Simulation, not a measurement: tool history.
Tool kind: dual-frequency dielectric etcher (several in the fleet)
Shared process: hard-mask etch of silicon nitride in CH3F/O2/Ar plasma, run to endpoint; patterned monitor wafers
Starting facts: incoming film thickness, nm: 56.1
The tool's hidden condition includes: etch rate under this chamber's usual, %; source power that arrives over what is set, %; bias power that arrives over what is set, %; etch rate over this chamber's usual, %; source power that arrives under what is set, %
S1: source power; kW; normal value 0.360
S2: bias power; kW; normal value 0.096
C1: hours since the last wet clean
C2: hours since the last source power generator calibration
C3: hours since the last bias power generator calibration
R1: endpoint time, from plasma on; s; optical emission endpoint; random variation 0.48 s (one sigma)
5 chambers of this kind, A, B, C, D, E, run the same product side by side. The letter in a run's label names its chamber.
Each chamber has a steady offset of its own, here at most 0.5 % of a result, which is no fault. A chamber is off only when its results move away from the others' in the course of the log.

| run | hour | S1 | S2 | C1 | C2 | C3 | R1 |
|---|---|---|---|---|---|---|---|
| 1A | 7.6 | 0.360 | 0.096 | 173.8 | 499.1 | 1151.2 | 76.059 |
| 2D | 17.9 | 0.360 | 0.096 | 212.2 | 3230.5 | 262.6 | 76.419 |
| 3E | 24.3 | 0.360 | 0.096 | 425.8 | 2091.8 | 1207.8 | 76.115 |
| 4C | 32.7 | 0.360 | 0.096 | 191.7 | 1765.8 | 1891.5 | 75.926 |
| 5B | 45.0 | 0.360 | 0.096 | 114.7 | 1560.2 | 594.2 | 75.586 |
| 6C | 53.5 | 0.360 | 0.106 | 212.5 | 1786.6 | 1912.3 | 74.310 |
| 7A | 60.5 | 0.360 | 0.106 | 226.7 | 552.0 | 1204.1 | 72.957 |
| 8D | 70.7 | 0.360 | 0.106 | 265.0 | 3283.3 | 315.4 | 73.777 |
| 9E | 83.3 | 0.360 | 0.106 | 484.8 | 2150.8 | 1266.8 | 74.294 |
| 10B | 91.3 | 0.360 | 0.106 | 161.0 | 1606.5 | 640.5 | 72.806 |
| 11D | 98.2 | 0.360 | 0.096 | 292.5 | 3310.8 | 342.9 | 75.455 |
| 12B | 109.3 | 0.360 | 0.096 | 179.0 | 1624.5 | 658.5 | 75.432 |
| 13C | 121.2 | 0.360 | 0.096 | 280.2 | 1854.3 | 1980.0 | 75.972 |
| 14A | 128.2 | 0.360 | 0.096 | 294.4 | 619.7 | 1271.8 | 76.854 |
|  | 130.6 | chamber E: wet clean of the chamber |
| 15E | 135.8 | 0.360 | 0.096 | 5.2 | 2203.3 | 1319.3 | 73.798 |
| 16C | 146.1 | 0.410 | 0.110 | 305.1 | 1879.2 | 2004.9 | 70.452 |
| 17D | 157.7 | 0.410 | 0.110 | 352.0 | 3370.3 | 402.4 | 68.673 |
| 18E | 168.9 | 0.410 | 0.110 | 38.3 | 2236.4 | 1352.4 | 66.396 |
| 19A | 174.7 | 0.410 | 0.110 | 340.9 | 666.2 | 1318.3 | 69.457 |
|  | 177.6 | chamber A: wet clean of the chamber |
| 20B | 180.5 | 0.410 | 0.110 | 250.2 | 1695.7 | 729.7 | 68.402 |
| 21D | 186.6 | 0.360 | 0.096 | 380.9 | 3399.2 | 431.3 | 75.993 |
| 22E | 197.2 | 0.360 | 0.096 | 66.6 | 2264.7 | 1380.7 | 72.460 |
|  | 201.9 | chamber C: wet clean of the chamber |
| 23C | 205.2 | 0.360 | 0.096 | 3.4 | 1938.3 | 2064.0 | 76.767 |
| 24A | 210.8 | 0.360 | 0.096 | 33.3 | 702.3 | 1354.4 | 75.926 |
| 25B | 216.4 | 0.360 | 0.096 | 286.1 | 1731.6 | 765.6 | 76.797 |
|  | 220.5 | chamber D: wet clean of the chamber |
| 26B | 227.6 | 0.360 | 0.096 | 297.3 | 1742.8 | 776.8 | 75.639 |
| 27D | 234.2 | 0.360 | 0.096 | 13.7 | 3446.8 | 478.9 | 75.313 |
| 28C | 243.7 | 0.310 | 0.082 | 41.9 | 1976.8 | 2102.5 | 84.997 |
| 29A | 255.1 | 0.310 | 0.082 | 77.6 | 746.6 | 1398.7 | 85.639 |
| 30E | 266.0 | 0.310 | 0.082 | 135.4 | 2333.5 | 1449.5 | 82.843 |
| 31E | 277.8 | 0.310 | 0.082 | 147.2 | 2345.3 | 1461.3 | 81.611 |
| 32A | 283.6 | 0.310 | 0.082 | 106.1 | 775.1 | 1427.2 | 85.429 |

All 5 chambers run these settings next. Forecast each chamber's results:
| 33A | 292.6 | 0.360 | 0.116 |  |  |  | ? |
| 33B | 292.6 | 0.360 | 0.116 |  |  |  | ? |
| 33C | 292.6 | 0.360 | 0.116 |  |  |  | ? |
| 33D | 292.6 | 0.360 | 0.116 |  |  |  | ? |
| 33E | 292.6 | 0.360 | 0.116 |  |  |  | ? |

| run | R1 |
|---|---|
| 33A | 70.999 |
| 33B | 71.285 |
| 33C | 71.342 |
| 33D | 70.790 |
| 33E | 67.734 |

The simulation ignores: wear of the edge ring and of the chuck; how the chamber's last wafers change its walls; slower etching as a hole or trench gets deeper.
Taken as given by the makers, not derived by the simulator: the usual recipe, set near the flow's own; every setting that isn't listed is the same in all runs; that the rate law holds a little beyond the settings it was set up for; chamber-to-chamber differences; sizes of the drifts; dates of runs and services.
